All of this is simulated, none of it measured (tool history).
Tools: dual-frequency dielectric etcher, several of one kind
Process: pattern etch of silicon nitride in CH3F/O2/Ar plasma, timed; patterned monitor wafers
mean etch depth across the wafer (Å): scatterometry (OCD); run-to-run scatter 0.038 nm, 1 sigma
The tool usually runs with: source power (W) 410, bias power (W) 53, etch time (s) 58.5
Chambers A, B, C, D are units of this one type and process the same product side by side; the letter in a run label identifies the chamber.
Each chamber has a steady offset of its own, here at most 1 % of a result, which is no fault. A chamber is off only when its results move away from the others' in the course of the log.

| run | day | source power (W) | bias power (W) | etch time (s) | read-back reference wafer on the same gauge, depth_nm | mean etch depth across the wafer (Å) |
|---|---|---|---|---|---|---|
| 1B | 0.279 | 410 | 53 | 58.5 | 39.404 | 372.96 |
| 2D | 0.612 | 410 | 53 | 58.5 | 39.411 | 371.17 |
| 3A | 1.050 | 410 | 53 | 58.5 | 39.427 | 375.87 |
| 4C | 1.325 | 410 | 53 | 58.5 | 39.422 | 371.42 |
| 5C | 1.779 | 410 | 53 | 58.5 | 39.414 | 371.07 |
| 6A | 1.992 | 410 | 53 | 58.5 | 39.411 | 375.55 |
| 7D | 2.308 | 480 | 53 | 58.5 | 39.427 | 394.86 |
| 8B | 2.658 | 480 | 53 | 58.5 | 39.423 | 397.01 |
| 9D | 3.038 | 480 | 53 | 58.5 | 39.442 | 395.12 |
| 10C | 3.446 | 480 | 53 | 58.5 | 39.445 | 394.64 |
| 11B | 3.925 | 410 | 53 | 58.5 | 39.455 | 373.02 |
|  | 4.038 | chamber C: source power generator calibrated |
|  | 4.088 | chamber D: wet clean of the chamber |
| 12A | 4.142 | 410 | 53 | 58.5 | 39.460 | 375.96 |
| 13D | 4.571 | 410 | 53 | 58.5 | 39.466 | 372.34 |
| 14A | 4.933 | 410 | 53 | 58.5 | 39.461 | 375.64 |
| 15C | 5.325 | 410 | 40 | 46.5 | 39.465 | 270.86 |
| 16B | 5.558 | 410 | 40 | 46.5 | 39.472 | 272.19 |
| 17B | 5.796 | 410 | 40 | 46.5 | 39.474 | 272.40 |
| 18C | 6.217 | 410 | 40 | 46.5 | 39.482 | 271.04 |
| 19D | 6.529 | 410 | 53 | 58.5 | 39.475 | 371.86 |
| 20A | 6.800 | 410 | 53 | 58.5 | 39.480 | 375.62 |
| 21D | 7.025 | 410 | 53 | 58.5 | 39.499 | 371.63 |
|  | 7.288 | chamber A: wet clean of the chamber |
| 22C | 7.412 | 410 | 53 | 70.5 | 39.487 | 449.35 |
| 23B | 7.692 | 410 | 53 | 70.5 | 39.503 | 449.52 |
|  | 7.921 | chamber C: wet clean of the chamber |
| 24A | 8.158 | 410 | 53 | 70.5 | 39.507 | 453.39 |
| 25B | 8.404 | 410 | 53 | 70.5 | 39.500 | 450.33 |
| 26D | 8.850 | 410 | 53 | 45.5 | 39.516 | 289.04 |
| 27C | 9.212 | 410 | 53 | 45.5 | 39.507 | 289.38 |
| 28A | 9.675 | 410 | 53 | 45.5 | 39.528 | 292.75 |
| 29B | 9.946 | 410 | 53 | 45.5 | 39.519 | 291.16 |
| 30D | 10.288 | 410 | 53 | 58.5 | 39.523 | 372.78 |
| 31A | 10.758 | 410 | 53 | 58.5 | 39.535 | 377.00 |
| 32C | 11.171 | 460 | 53 | 67.5 | 39.539 | 448.88 |
| 33B | 11.438 | 460 | 53 | 67.5 | 39.548 | 452.70 |
| 34A | 11.762 | 460 | 53 | 67.5 | 39.542 | 453.40 |
| 35C | 12.162 | 460 | 53 | 67.5 | 39.556 | 449.32 |
| 36D | 12.525 | 410 | 53 | 58.5 | 39.548 | 372.77 |
| 37D | 12.746 | 410 | 53 | 58.5 | 39.567 | 372.53 |

One chamber off, gauge drift, or nothing amiss beyond the chambers' own small offsets? If it is a chamber, which one, and what is the likeliest cause?

No chamber is off; the gauge reading every chamber's wafers drifts, which makes the whole fleet appear to move together.
What lies behind it: gauge reads high (%) = 0.421.
